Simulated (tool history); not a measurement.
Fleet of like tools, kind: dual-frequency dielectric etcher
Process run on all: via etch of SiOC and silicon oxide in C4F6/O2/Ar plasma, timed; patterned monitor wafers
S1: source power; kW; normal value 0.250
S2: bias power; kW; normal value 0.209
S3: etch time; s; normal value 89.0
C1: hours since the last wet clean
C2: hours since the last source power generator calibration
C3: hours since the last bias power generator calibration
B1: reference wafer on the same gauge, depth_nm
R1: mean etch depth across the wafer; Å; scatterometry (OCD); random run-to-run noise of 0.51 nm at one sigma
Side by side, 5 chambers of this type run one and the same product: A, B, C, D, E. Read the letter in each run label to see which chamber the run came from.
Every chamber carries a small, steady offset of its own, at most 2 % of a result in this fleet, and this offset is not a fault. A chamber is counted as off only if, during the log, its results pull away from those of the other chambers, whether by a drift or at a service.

| run | hour | S1 | S2 | S3 | C1 | C2 | C3 | B1 | R1 |
|---|---|---|---|---|---|---|---|---|---|
| 1E | 10.0 | 0.250 | 0.209 | 89.0 | 250.8 | 3039.8 | 2619.2 | 103.92 | 883.69 |
|  | 11.1 | chamber D: wet clean of the chamber |
| 2A | 25.1 | 0.250 | 0.209 | 89.0 | 303.0 | 733.6 | 2889.4 | 104.13 | 892.64 |
| 3C | 40.8 | 0.250 | 0.209 | 89.0 | 140.2 | 289.0 | 2007.8 | 103.88 | 871.64 |
| 4D | 50.3 | 0.250 | 0.209 | 89.0 | 39.3 | 827.0 | 2527.7 | 104.04 | 879.95 |
| 5B | 63.7 | 0.250 | 0.209 | 89.0 | 296.3 | 2877.0 | 785.8 | 103.92 | 893.47 |
| 6D | 74.2 | 0.250 | 0.209 | 89.0 | 63.2 | 850.9 | 2551.6 | 104.00 | 880.09 |
| 7B | 88.9 | 0.250 | 0.209 | 89.0 | 321.5 | 2902.2 | 811.0 | 103.85 | 905.30 |
| 8E | 98.3 | 0.250 | 0.209 | 89.0 | 339.1 | 3128.1 | 2707.5 | 103.98 | 881.00 |
| 9C | 107.2 | 0.250 | 0.209 | 89.0 | 206.6 | 355.4 | 2074.2 | 104.05 | 883.79 |
| 10A | 123.1 | 0.250 | 0.209 | 89.0 | 401.0 | 831.6 | 2987.4 | 103.91 | 886.08 |
| 11E | 135.5 | 0.250 | 0.209 | 89.0 | 376.3 | 3165.3 | 2744.7 | 104.02 | 873.68 |
| 12A | 147.5 | 0.250 | 0.209 | 89.0 | 425.4 | 856.0 | 3011.8 | 103.85 | 886.72 |
| 13C | 159.2 | 0.250 | 0.209 | 89.0 | 258.6 | 407.4 | 2126.2 | 103.96 | 878.44 |
| 14D | 170.2 | 0.250 | 0.209 | 89.0 | 159.2 | 946.9 | 2647.6 | 104.15 | 875.66 |
|  | 181.8 | chamber A: wet clean of the chamber |
| 15B | 183.1 | 0.250 | 0.209 | 89.0 | 415.7 | 2996.4 | 905.2 | 104.02 | 898.53 |
|  | 189.4 | chamber B: wet clean of the chamber |
| 16E | 196.5 | 0.250 | 0.209 | 89.0 | 437.3 | 3226.3 | 2805.7 | 103.92 | 888.07 |
| 17D | 211.7 | 0.250 | 0.209 | 89.0 | 200.7 | 988.4 | 2689.1 | 104.03 | 886.23 |
| 18C | 227.9 | 0.250 | 0.209 | 89.0 | 327.3 | 476.1 | 2194.9 | 103.95 | 858.10 |
| 19B | 242.7 | 0.250 | 0.209 | 89.0 | 53.4 | 3056.0 | 964.8 | 103.84 | 911.97 |
| 20A | 253.7 | 0.250 | 0.209 | 89.0 | 72.0 | 962.2 | 3118.0 | 104.02 | 898.40 |
| 21C | 267.4 | 0.250 | 0.209 | 89.0 | 366.8 | 515.6 | 2234.4 | 103.89 | 861.55 |
|  | 272.7 | chamber E: wet clean of the chamber |
| 22B | 277.2 | 0.250 | 0.209 | 89.0 | 87.9 | 3090.5 | 999.3 | 103.98 | 893.46 |
| 23E | 291.6 | 0.250 | 0.209 | 89.0 | 18.9 | 3321.4 | 2900.8 | 104.08 | 874.81 |
| 24A | 305.5 | 0.250 | 0.228 | 89.0 | 123.8 | 1014.0 | 3169.8 | 104.07 | 915.86 |
| 25D | 320.3 | 0.250 | 0.228 | 89.0 | 309.3 | 1097.0 | 2797.7 | 104.02 | 908.29 |
| 26C | 331.6 | 0.250 | 0.228 | 89.0 | 431.0 | 579.8 | 2298.6 | 103.94 | 876.94 |
| 27B | 341.5 | 0.250 | 0.228 | 89.0 | 152.2 | 3154.8 | 1063.6 | 103.91 | 925.38 |
| 28E | 356.6 | 0.250 | 0.228 | 89.0 | 83.9 | 3386.4 | 2965.8 | 104.03 | 911.11 |
| 29A | 369.7 | 0.250 | 0.209 | 108.5 | 188.0 | 1078.2 | 3234.0 | 104.22 | 1078.80 |
| 30D | 383.0 | 0.250 | 0.209 | 108.5 | 372.0 | 1159.7 | 2860.4 | 103.90 | 1077.10 |
|  | 393.1 | chamber E: source power generator calibrated |
| 31E | 396.3 | 0.250 | 0.209 | 108.5 | 123.6 | 3.2 | 3005.5 | 103.97 | 1083.90 |
| 32B | 409.0 | 0.250 | 0.209 | 108.5 | 219.7 | 3222.3 | 1131.1 | 103.97 | 1094.10 |
| 33C | 423.0 | 0.250 | 0.209 | 108.5 | 522.4 | 671.2 | 2390.0 | 104.05 | 1047.00 |
| 34D | 437.0 | 0.200 | 0.209 | 89.0 | 426.0 | 1213.7 | 2914.4 | 103.92 | 809.44 |
| 35A | 452.2 | 0.200 | 0.209 | 89.0 | 270.5 | 1160.7 | 3316.5 | 103.87 | 819.89 |
| 36C | 466.2 | 0.200 | 0.209 | 89.0 | 565.6 | 714.4 | 2433.2 | 103.98 | 767.70 |
| 37A | 478.7 | 0.200 | 0.209 | 89.0 | 297.0 | 1187.2 | 3343.0 | 103.94 | 813.24 |
| 38D | 489.7 | 0.200 | 0.209 | 89.0 | 478.7 | 1266.4 | 2967.1 | 103.94 | 811.49 |

What goes on in this fleet: one chamber off, a drifting gauge, or nothing beyond the chambers' own small offsets? Name the chamber and the cause, if any.

One chamber, C, drifts off from the rest bit by bit.
What lies behind it: etch rate under this chamber's usual, % = 4.16.

Chamber C could run next with any of the 4 candidate recipes listed below; each alters the usual settings, and their results appear as question marks. Which one brings its results back in line with what the other chambers deliver on the usual settings?
A result is in line if it is within this distance of the other chambers' mean on the usual settings: R1 18.00 Å
| 39C-1 | 501.6 | 0.250 | 0.209 | 88.0 |  |  |  |  | ? |
| 39C-2 | 501.6 | 0.250 | 0.207 | 85.5 |  |  |  |  | ? |
| 39C-3 | 501.6 | 0.250 | 0.211 | 92.5 |  |  |  |  | ? |
| 39C-4 | 501.6 | 0.250 | 0.210 | 90.0 |  |  |  |  | ? |

Usual-settings mean across the other chambers: R1 886.75 Å
| run | R1 |
|---|---|
| 39C-1 | 835.97 |
| 39C-2 | 809.59 |
| 39C-3 | 881.54 |
| 39C-4 | 856.34 |
The right change is 39C-3: it brings the chamber back within the allowed miss of the others.

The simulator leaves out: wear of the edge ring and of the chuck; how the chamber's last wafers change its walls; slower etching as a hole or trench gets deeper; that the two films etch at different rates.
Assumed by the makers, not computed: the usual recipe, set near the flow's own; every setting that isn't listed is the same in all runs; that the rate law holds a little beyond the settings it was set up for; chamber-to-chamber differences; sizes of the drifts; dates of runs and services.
